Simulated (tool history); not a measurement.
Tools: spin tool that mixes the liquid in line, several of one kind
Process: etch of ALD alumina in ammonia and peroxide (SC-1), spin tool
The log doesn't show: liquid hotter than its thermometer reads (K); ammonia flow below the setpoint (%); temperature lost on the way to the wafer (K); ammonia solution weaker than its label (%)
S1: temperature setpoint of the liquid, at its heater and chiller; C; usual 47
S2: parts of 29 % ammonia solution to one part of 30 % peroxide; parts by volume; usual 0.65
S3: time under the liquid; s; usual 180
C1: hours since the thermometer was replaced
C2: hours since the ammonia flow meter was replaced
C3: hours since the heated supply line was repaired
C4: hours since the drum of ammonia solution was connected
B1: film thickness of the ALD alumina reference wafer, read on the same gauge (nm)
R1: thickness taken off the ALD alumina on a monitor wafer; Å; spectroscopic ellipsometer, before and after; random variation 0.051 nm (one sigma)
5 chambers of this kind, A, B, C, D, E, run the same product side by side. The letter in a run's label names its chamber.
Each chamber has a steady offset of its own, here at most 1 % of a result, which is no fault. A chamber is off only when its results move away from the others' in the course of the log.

{"run": "1D", "hour": 4.9, "S1": 47, "S2": 0.65, "S3": 180, "C1": 518.9, "C2": 562.1, "C3": 497.5, "C4": 645.4, "B1": 39.981, "R1": 95.867}
{"run": "2B", "hour": 11.9, "S1": 47, "S2": 0.65, "S3": 180, "C1": 575.1, "C2": 1014.7, "C3": 1137.5, "C4": 244.3, "B1": 40.013, "R1": 95.883}
{"run": "3A", "hour": 17.8, "S1": 47, "S2": 0.65, "S3": 180, "C1": 232.2, "C2": 354.3, "C3": 688.7, "C4": 328.2, "B1": 40.008, "R1": 95.974}
{"run": "4C", "hour": 25.2, "S1": 47, "S2": 0.65, "S3": 180, "C1": 654.1, "C2": 510.8, "C3": 2475.5, "C4": 318.5, "B1": 39.995, "R1": 96.362}
{"run": "5E", "hour": 35.1, "S1": 47, "S2": 0.65, "S3": 180, "C1": 611.0, "C2": 385.9, "C3": 925.3, "C4": 328.6, "B1": 39.962, "R1": 95.063}
{"run": "6B", "hour": 41.1, "S1": 47, "S2": 0.65, "S3": 180, "C1": 604.3, "C2": 1043.9, "C3": 1166.7, "C4": 273.5, "B1": 40.0, "R1": 97.426}
{"run": "7D", "hour": 45.9, "S1": 47, "S2": 0.65, "S3": 180, "C1": 559.9, "C2": 603.1, "C3": 538.5, "C4": 686.4, "B1": 40.012, "R1": 96.006}
{"run": "8E", "hour": 55.8, "S1": 47, "S2": 0.65, "S3": 180, "C1": 631.7, "C2": 406.6, "C3": 946.0, "C4": 349.3, "B1": 40.005, "R1": 96.062}
{"run": "9A", "hour": 65.8, "S1": 47, "S2": 0.8, "S3": 180, "C1": 280.2, "C2": 402.3, "C3": 736.7, "C4": 376.2, "B1": 39.951, "R1": 97.234}
{"run": "10C", "hour": 73.3, "S1": 47, "S2": 0.8, "S3": 180, "C1": 702.2, "C2": 558.9, "C3": 2523.6, "C4": 366.6, "B1": 40.009, "R1": 97.743}
{"run": "11C", "hour": 77.8, "S1": 47, "S2": 0.8, "S3": 180, "C1": 706.7, "C2": 563.4, "C3": 2528.1, "C4": 371.1, "B1": 40.067, "R1": 97.046}
{"run": "12B", "hour": 87.1, "S1": 47, "S2": 0.8, "S3": 180, "C1": 650.3, "C2": 1089.9, "C3": 1212.7, "C4": 319.5, "B1": 39.987, "R1": 99.188}
{"run": "13E", "hour": 93.7, "S1": 47, "S2": 0.8, "S3": 180, "C1": 669.6, "C2": 444.5, "C3": 983.9, "C4": 387.2, "B1": 39.984, "R1": 97.176}
{"run": "14A", "hour": 99.6, "S1": 47, "S2": 0.65, "S3": 180, "C1": 314.0, "C2": 436.1, "C3": 770.5, "C4": 410.0, "B1": 40.025, "R1": 95.679}
{"run": "15D", "hour": 109.2, "S1": 47, "S2": 0.65, "S3": 180, "C1": 623.2, "C2": 666.4, "C3": 601.8, "C4": 749.7, "B1": 39.995, "R1": 96.074}
{"run": "16E", "hour": 116.1, "S1": 47, "S2": 0.65, "S3": 180, "C1": 692.0, "C2": 466.9, "C3": 1006.3, "C4": 409.6, "B1": 39.983, "R1": 96.314}
{"run": "17A", "hour": 121.8, "S1": 47, "S2": 0.65, "S3": 180, "C1": 336.2, "C2": 458.3, "C3": 792.7, "C4": 432.2, "B1": 40.018, "R1": 94.545}
{"run": "18B", "hour": 131.5, "S1": 47, "S2": 0.65, "S3": 180, "C1": 694.7, "C2": 1134.3, "C3": 1257.1, "C4": 363.9, "B1": 39.977, "R1": 97.222}
{"run": "19C", "hour": 137.9, "S1": 47, "S2": 0.65, "S3": 180, "C1": 766.8, "C2": 623.5, "C3": 2588.2, "C4": 431.2, "B1": 39.99, "R1": 97.473}
{"run": "20D", "hour": 146.4, "S1": 39, "S2": 0.65, "S3": 245, "C1": 660.4, "C2": 703.6, "C3": 639.0, "C4": 786.9, "B1": 40.019, "R1": 81.168}
{"hour": 151.3, "done": "chamber E: new drum of ammonia solution connected"}
{"run": "21C", "hour": 154.7, "S1": 39, "S2": 0.65, "S3": 245, "C1": 783.6, "C2": 640.3, "C3": 2605.0, "C4": 448.0, "B1": 40.047, "R1": 84.73}
{"run": "22D", "hour": 164.3, "S1": 39, "S2": 0.65, "S3": 245, "C1": 678.3, "C2": 721.5, "C3": 656.9, "C4": 804.8, "B1": 40.013, "R1": 80.769}
{"run": "23A", "hour": 170.7, "S1": 39, "S2": 0.65, "S3": 245, "C1": 385.1, "C2": 507.2, "C3": 841.6, "C4": 481.1, "B1": 39.985, "R1": 82.674}
{"run": "24E", "hour": 180.0, "S1": 39, "S2": 0.65, "S3": 245, "C1": 755.9, "C2": 530.8, "C3": 1070.2, "C4": 28.8, "B1": 40.03, "R1": 81.942}
{"run": "25B", "hour": 189.0, "S1": 47, "S2": 0.65, "S3": 180, "C1": 752.2, "C2": 1191.8, "C3": 1314.6, "C4": 421.4, "B1": 40.026, "R1": 97.363}
{"run": "26C", "hour": 196.9, "S1": 47, "S2": 0.85, "S3": 180, "C1": 825.8, "C2": 682.5, "C3": 2647.2, "C4": 490.2, "B1": 40.021, "R1": 100.66}
{"run": "27E", "hour": 205.0, "S1": 47, "S2": 0.85, "S3": 180, "C1": 780.9, "C2": 555.8, "C3": 1095.2, "C4": 53.8, "B1": 39.995, "R1": 99.29}
{"run": "28D", "hour": 211.0, "S1": 47, "S2": 0.85, "S3": 180, "C1": 725.0, "C2": 768.2, "C3": 703.6, "C4": 851.5, "B1": 39.991, "R1": 97.696}
{"run": "29B", "hour": 216.7, "S1": 47, "S2": 0.85, "S3": 180, "C1": 779.9, "C2": 1219.5, "C3": 1342.3, "C4": 449.1, "B1": 39.984, "R1": 99.064}
{"run": "30A", "hour": 223.5, "S1": 47, "S2": 0.85, "S3": 180, "C1": 437.9, "C2": 560.0, "C3": 894.4, "C4": 533.9, "B1": 39.996, "R1": 98.174}
{"run": "31C", "hour": 229.3, "S1": 47, "S2": 0.65, "S3": 180, "C1": 858.2, "C2": 714.9, "C3": 2679.6, "C4": 522.6, "B1": 39.999, "R1": 99.202}
{"run": "32B", "hour": 234.9, "S1": 47, "S2": 0.65, "S3": 180, "C1": 798.1, "C2": 1237.7, "C3": 1360.5, "C4": 467.3, "B1": 39.935, "R1": 96.885}
{"run": "33E", "hour": 244.5, "S1": 47, "S2": 0.65, "S3": 180, "C1": 820.4, "C2": 595.3, "C3": 1134.7, "C4": 93.3, "B1": 39.977, "R1": 96.457}
{"run": "34A", "hour": 252.0, "S1": 47, "S2": 0.65, "S3": 180, "C1": 466.4, "C2": 588.5, "C3": 922.9, "C4": 562.4, "B1": 39.981, "R1": 95.519}
{"run": "35D", "hour": 262.2, "S1": 47, "S2": 0.65, "S3": 180, "C1": 776.2, "C2": 819.4, "C3": 754.8, "C4": 902.7, "B1": 39.997, "R1": 94.504}
{"run": "36C", "hour": 268.1, "S1": 47, "S2": 0.65, "S3": 180, "C1": 897.0, "C2": 753.7, "C3": 2718.4, "C4": 561.4, "B1": 40.04, "R1": 100.21}
{"run": "37E", "hour": 275.3, "S1": 47, "S2": 0.65, "S3": 180, "C1": 851.2, "C2": 626.1, "C3": 1165.5, "C4": 124.1, "B1": 39.983, "R1": 96.021}
{"run": "38A", "hour": 283.6, "S1": 47, "S2": 0.65, "S3": 180, "C1": 498.0, "C2": 620.1, "C3": 954.5, "C4": 594.0, "B1": 40.004, "R1": 95.452}

Is one chamber off against the others, does the gauge drift, or is nothing wrong? If a chamber is off, say which, and what the likeliest cause is.

Chamber C drifts away from the others.
Cause: liquid hotter than its thermometer reads (K) = 0.969.

Here are 4 candidates for chamber C's next run, each the usual settings with a change, their results left as question marks. Which one brings its results back in line with what the others give on the usual settings?
In line means no further than this from the other chambers' mean on the usual settings: R1 1.800 Å
{"run": "39C-1", "hour": 291.0, "S1": 47.0, "S2": 0.65, "S3": 165, "R1": "?"}
{"run": "39C-2", "hour": 291.0, "S1": 46.0, "S2": 0.65, "S3": 180, "R1": "?"}
{"run": "39C-3", "hour": 291.0, "S1": 47.5, "S2": 0.65, "S3": 185, "R1": "?"}
{"run": "39C-4", "hour": 291.0, "S1": 47.5, "S2": 0.65, "S3": 190, "R1": "?"}

The other chambers' mean on the usual settings: R1 95.955 Å
run=39C-1 R1=92.519
run=39C-2 R1=95.488
run=39C-3 R1=106.600
run=39C-4 R1=109.490
39C-2 brings the chamber back in line.
